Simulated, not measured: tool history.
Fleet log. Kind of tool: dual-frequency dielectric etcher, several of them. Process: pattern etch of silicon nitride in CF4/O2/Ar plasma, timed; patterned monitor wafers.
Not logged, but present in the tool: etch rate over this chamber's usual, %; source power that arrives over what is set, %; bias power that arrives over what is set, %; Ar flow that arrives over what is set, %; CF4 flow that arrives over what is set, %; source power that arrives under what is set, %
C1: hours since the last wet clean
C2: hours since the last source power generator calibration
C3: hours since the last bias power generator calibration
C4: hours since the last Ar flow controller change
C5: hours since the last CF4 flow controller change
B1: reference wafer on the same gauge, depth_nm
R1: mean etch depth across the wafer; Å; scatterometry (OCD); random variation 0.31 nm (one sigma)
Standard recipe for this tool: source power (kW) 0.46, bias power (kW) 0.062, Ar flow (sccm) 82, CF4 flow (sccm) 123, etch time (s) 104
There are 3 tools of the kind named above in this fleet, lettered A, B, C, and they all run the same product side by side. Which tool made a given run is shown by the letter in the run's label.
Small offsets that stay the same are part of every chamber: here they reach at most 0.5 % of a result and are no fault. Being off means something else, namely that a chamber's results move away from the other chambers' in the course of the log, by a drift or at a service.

Run 1A, hour 5.1: usual settings; C1 44.9; C2 1299.7; C3 818.2; C4 2792.1; C5 1965; B1 174.92. Result: R1 2077 Å.
Run 2B, hour 11.4: usual settings; C1 215.6; C2 1118.3; C3 3911.6; C4 453.5; C5 366.4; B1 174.91. Result: R1 2080.2 Å.
Run 3C, hour 16.6: usual settings; C1 235; C2 1907.9; C3 4921.9; C4 1065; C5 404.3; B1 174.87. Result: R1 2073.9 Å.
Run 4A, hour 21.4: usual settings; C1 61.2; C2 1316; C3 834.5; C4 2808.4; C5 1981.3; B1 174.93. Result: R1 2077.2 Å.
Run 5C, hour 26.7: usual settings; C1 245.1; C2 1918; C3 4932; C4 1075.1; C5 414.4; B1 174.84. Result: R1 2071.8 Å.
Run 6B, hour 32.7: usual settings; C1 236.9; C2 1139.6; C3 3932.9; C4 474.8; C5 387.7; B1 174.78. Result: R1 2077.4 Å.
Run 7B, hour 37: usual settings; C1 241.2; C2 1143.9; C3 3937.2; C4 479.1; C5 392; B1 174.78. Result: R1 2076 Å.
At hour 38.1: chamber C: bias power generator calibrated.
Run 8C, hour 42: usual settings but bias power (kW) 0.05, Ar flow (sccm) 68; C1 260.4; C2 1933.3; C3 3.9; C4 1090.4; C5 429.7; B1 174.73. Result: R1 1955.3 Å.
Run 9A, hour 45.2: usual settings but bias power (kW) 0.05, Ar flow (sccm) 68; C1 85; C2 1339.8; C3 858.3; C4 2832.2; C5 2005.1; B1 174.76. Result: R1 1951 Å.
Run 10B, hour 52: usual settings but bias power (kW) 0.05, Ar flow (sccm) 68; C1 256.2; C2 1158.9; C3 3952.2; C4 494.1; C5 407; B1 174.7. Result: R1 1953.5 Å.
Run 11C, hour 58.5: usual settings; C1 276.9; C2 1949.8; C3 20.4; C4 1106.9; C5 446.2; B1 174.62. Result: R1 2070.7 Å.
Run 12A, hour 62.4: usual settings; C1 102.2; C2 1357; C3 875.5; C4 2849.4; C5 2022.3; B1 174.6. Result: R1 2073.4 Å.
Run 13C, hour 69.3: usual settings; C1 287.7; C2 1960.6; C3 31.2; C4 1117.7; C5 457; B1 174.63. Result: R1 2072.6 Å.
Run 14A, hour 75.3: usual settings; C1 115.1; C2 1369.9; C3 888.4; C4 2862.3; C5 2035.2; B1 174.51. Result: R1 2064.6 Å.
Run 15B, hour 81.9: usual settings; C1 286.1; C2 1188.8; C3 3982.1; C4 524; C5 436.9; B1 174.54. Result: R1 2072.6 Å.
Run 16A, hour 86.3: usual settings but etch time (s) 91; C1 126.1; C2 1380.9; C3 899.4; C4 2873.3; C5 2046.2; B1 174.49. Result: R1 1810.6 Å.
Run 17C, hour 90.1: usual settings but etch time (s) 91; C1 308.5; C2 1981.4; C3 52; C4 1138.5; C5 477.8; B1 174.45. Result: R1 1813.2 Å.
Run 18B, hour 96.7: usual settings but etch time (s) 91; C1 300.9; C2 1203.6; C3 3996.9; C4 538.8; C5 451.7; B1 174.45. Result: R1 1817.2 Å.
Run 19B, hour 100.7: usual settings; C1 304.9; C2 1207.6; C3 4000.9; C4 542.8; C5 455.7; B1 174.38. Result: R1 2070.5 Å.
Run 20C, hour 105.6: usual settings; C1 324; C2 1996.9; C3 67.5; C4 1154; C5 493.3; B1 174.29. Result: R1 2070.6 Å.
Run 21A, hour 112.5: usual settings but source power (kW) 0.36, CF4 flow (sccm) 140; C1 152.3; C2 1407.1; C3 925.6; C4 2899.5; C5 2072.4; B1 174.28. Result: R1 1692.7 Å.
Run 22A, hour 117.3: usual settings but source power (kW) 0.36, CF4 flow (sccm) 140; C1 157.1; C2 1411.9; C3 930.4; C4 2904.3; C5 2077.2; B1 174.29. Result: R1 1689.9 Å.
Run 23B, hour 124: usual settings but source power (kW) 0.36, CF4 flow (sccm) 140; C1 328.2; C2 1230.9; C3 4024.2; C4 566.1; C5 479; B1 174.28. Result: R1 1686.5 Å.
Run 24C, hour 129.4: usual settings but CF4 flow (sccm) 95; C1 347.8; C2 2020.7; C3 91.3; C4 1177.8; C5 517.1; B1 174.22. Result: R1 2017 Å.
Run 25C, hour 135.7: usual settings but CF4 flow (sccm) 95; C1 354.1; C2 2027; C3 97.6; C4 1184.1; C5 523.4; B1 174.13. Result: R1 2015.1 Å.
Run 26B, hour 142.5: usual settings but CF4 flow (sccm) 95; C1 346.7; C2 1249.4; C3 4042.7; C4 584.6; C5 497.5; B1 174.15. Result: R1 2017.8 Å.
Run 27A, hour 149.5: usual settings; C1 189.3; C2 1444.1; C3 962.6; C4 2936.5; C5 2109.4; B1 174.04. Result: R1 2066.8 Å.
Run 28C, hour 153.5: usual settings; C1 371.9; C2 2044.8; C3 115.4; C4 1201.9; C5 541.2; B1 174.09. Result: R1 2061.3 Å.
Run 29A, hour 160: usual settings but CF4 flow (sccm) 146; C1 199.8; C2 1454.6; C3 973.1; C4 2947; C5 2119.9; B1 174.01. Result: R1 2098.4 Å.
Run 30B, hour 165.1: usual settings but CF4 flow (sccm) 146; C1 369.3; C2 1272; C3 4065.3; C4 607.2; C5 520.1; B1 173.99. Result: R1 2095.9 Å.
Run 31A, hour 168.9: usual settings but CF4 flow (sccm) 146; C1 208.7; C2 1463.5; C3 982; C4 2955.9; C5 2128.8; B1 173.96. Result: R1 2099.9 Å.

Which is it: a chamber that has drifted or been left off by a service, a gauge drift common to all chambers, or only each chamber's usual small offset? If a chamber is off, name it and its likeliest cause.

None of the chambers is off. What moves is the gauge, dragging all their readings along together.
Cause: gauge reads low (%) = 0.621.

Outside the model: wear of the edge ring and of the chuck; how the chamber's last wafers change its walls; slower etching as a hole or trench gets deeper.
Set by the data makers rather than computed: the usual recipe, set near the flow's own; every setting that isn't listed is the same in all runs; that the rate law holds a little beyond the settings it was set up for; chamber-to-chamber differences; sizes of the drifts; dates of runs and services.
